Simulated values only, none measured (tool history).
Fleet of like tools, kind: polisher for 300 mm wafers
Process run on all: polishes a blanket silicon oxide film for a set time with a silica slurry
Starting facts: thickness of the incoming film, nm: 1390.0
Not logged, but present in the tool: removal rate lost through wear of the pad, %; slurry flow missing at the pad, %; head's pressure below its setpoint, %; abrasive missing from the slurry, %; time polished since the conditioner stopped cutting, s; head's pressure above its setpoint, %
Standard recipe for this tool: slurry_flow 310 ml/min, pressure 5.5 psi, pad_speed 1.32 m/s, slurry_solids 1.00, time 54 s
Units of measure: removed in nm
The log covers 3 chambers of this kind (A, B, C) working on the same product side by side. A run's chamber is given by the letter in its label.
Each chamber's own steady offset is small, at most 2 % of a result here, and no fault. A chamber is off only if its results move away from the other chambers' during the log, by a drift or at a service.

run,day,slurry_flow,pressure,pad_speed,slurry_solids,time,wafers polished on this pad,hours since the slurry nozzle was cleaned,hours since the head pressure was calibrated,hours since the slurry blender was calibrated,hours since the conditioning disc was replaced,removed
# day 0.042: chamber C: worn pad replaced by a new one
1B,0.333,310,5.5,1.32,1.00,54,169,369.4,74.8,11.2,40.5,306.87
2A,0.808,310,5.5,1.32,1.00,54,597,168.8,111.9,263.8,305.0,315.89
3C,1.292,310,5.5,1.32,1.00,54,302,82.3,716.8,80.0,93.4,305.15
4A,1.871,310,5.5,1.32,1.00,54,854,194.3,137.4,289.3,330.5,310.81
# day 2.200: chamber A: worn pad replaced by a new one
5C,2.262,310,5.5,1.32,1.00,54,537,105.6,740.1,103.3,116.7,307.76
# day 2.800: chamber C: worn pad replaced by a new one
6B,2.858,310,5.5,1.32,1.00,54,780,430.0,135.4,71.8,101.1,310.34
# day 3.129: chamber C: conditioning disc replaced and pad reconditioned
# day 3.250: chamber A: conditioning disc replaced and pad reconditioned
7C,3.296,310,5.5,1.32,1.00,54,120,130.4,764.9,128.1,4.1,306.80
# day 3.754: chamber B: worn pad replaced by a new one
8A,3.771,310,5.5,1.32,1.00,54,380,239.9,183.0,334.9,12.6,306.21
9B,4.138,310,5.5,1.32,1.00,54,93,460.7,166.1,102.5,131.8,309.77
# day 4.162: chamber B: conditioning disc replaced and pad reconditioned
10B,4.454,310,5.5,1.32,0.90,54,169,468.3,173.7,110.1,7.0,294.97
11A,4.988,310,5.5,1.32,0.90,54,674,269.1,212.2,364.1,41.8,293.37
# day 5.446: chamber C: worn pad replaced by a new one
12C,5.600,310,5.5,1.32,0.90,54,37,185.7,820.2,183.4,59.4,295.17
# day 6.096: chamber A: worn pad replaced by a new one
13A,6.188,310,5.5,1.32,1.00,54,22,297.9,241.0,392.9,70.6,310.29
14C,6.671,310,5.5,1.32,1.00,54,296,211.4,845.9,209.1,85.1,299.91
15B,7.021,310,5.5,1.32,1.00,54,790,529.9,235.3,171.7,68.6,306.87
16A,7.542,310,5.5,1.32,1.00,54,350,330.4,273.5,425.4,103.1,305.68
# day 7.667: chamber B: worn pad replaced by a new one
# day 7.696: chamber C: worn pad replaced by a new one
# day 7.708: chamber A: slurry blender recalibrated
# day 7.783: chamber C: slurry nozzle cleaned
17C,8.104,310,5.5,1.66,0.75,54,99,7.7,880.3,243.5,119.5,318.01
18B,8.454,310,5.5,1.66,0.75,54,191,564.3,269.7,206.1,103.0,322.44
# day 8.996: chamber C: conditioning disc replaced and pad reconditioned
19B,9.012,310,5.5,1.66,0.75,54,326,577.7,283.1,219.5,116.4,323.25
# day 9.212: chamber A: worn pad replaced by a new one
20C,9.579,310,5.5,1.32,1.00,54,455,43.1,915.7,278.9,14.1,295.41
21A,9.925,310,5.5,1.32,1.00,54,172,387.6,330.7,53.2,160.3,310.38
# day 10.308: chamber B: conditioning disc replaced and pad reconditioned
# day 10.329: chamber C: worn pad replaced by a new one
22C,10.425,310,5.5,1.32,1.00,54,23,63.4,936.0,299.2,34.4,292.44
23A,10.871,310,5.5,1.32,1.00,54,401,410.3,353.4,75.9,183.0,304.69
# day 11.025: chamber B: worn pad replaced by a new one
24B,11.362,310,5.5,1.32,1.00,54,82,634.1,339.5,275.9,25.3,306.63
25B,11.717,310,5.5,1.32,1.00,54,167,642.6,348.0,284.4,33.8,311.21
26C,11.983,310,5.5,1.32,1.00,54,400,100.8,973.4,336.6,71.8,290.40

All 3 chambers run these settings next. Forecast each chamber's results:
27A,12.417,310,4.2,1.32,1.00,54,,,,,,?
27B,12.417,310,4.2,1.32,1.00,54,,,,,,?
27C,12.417,310,4.2,1.32,1.00,54,,,,,,?

run,removed
27A,231.89
27B,234.49
27C,220.93
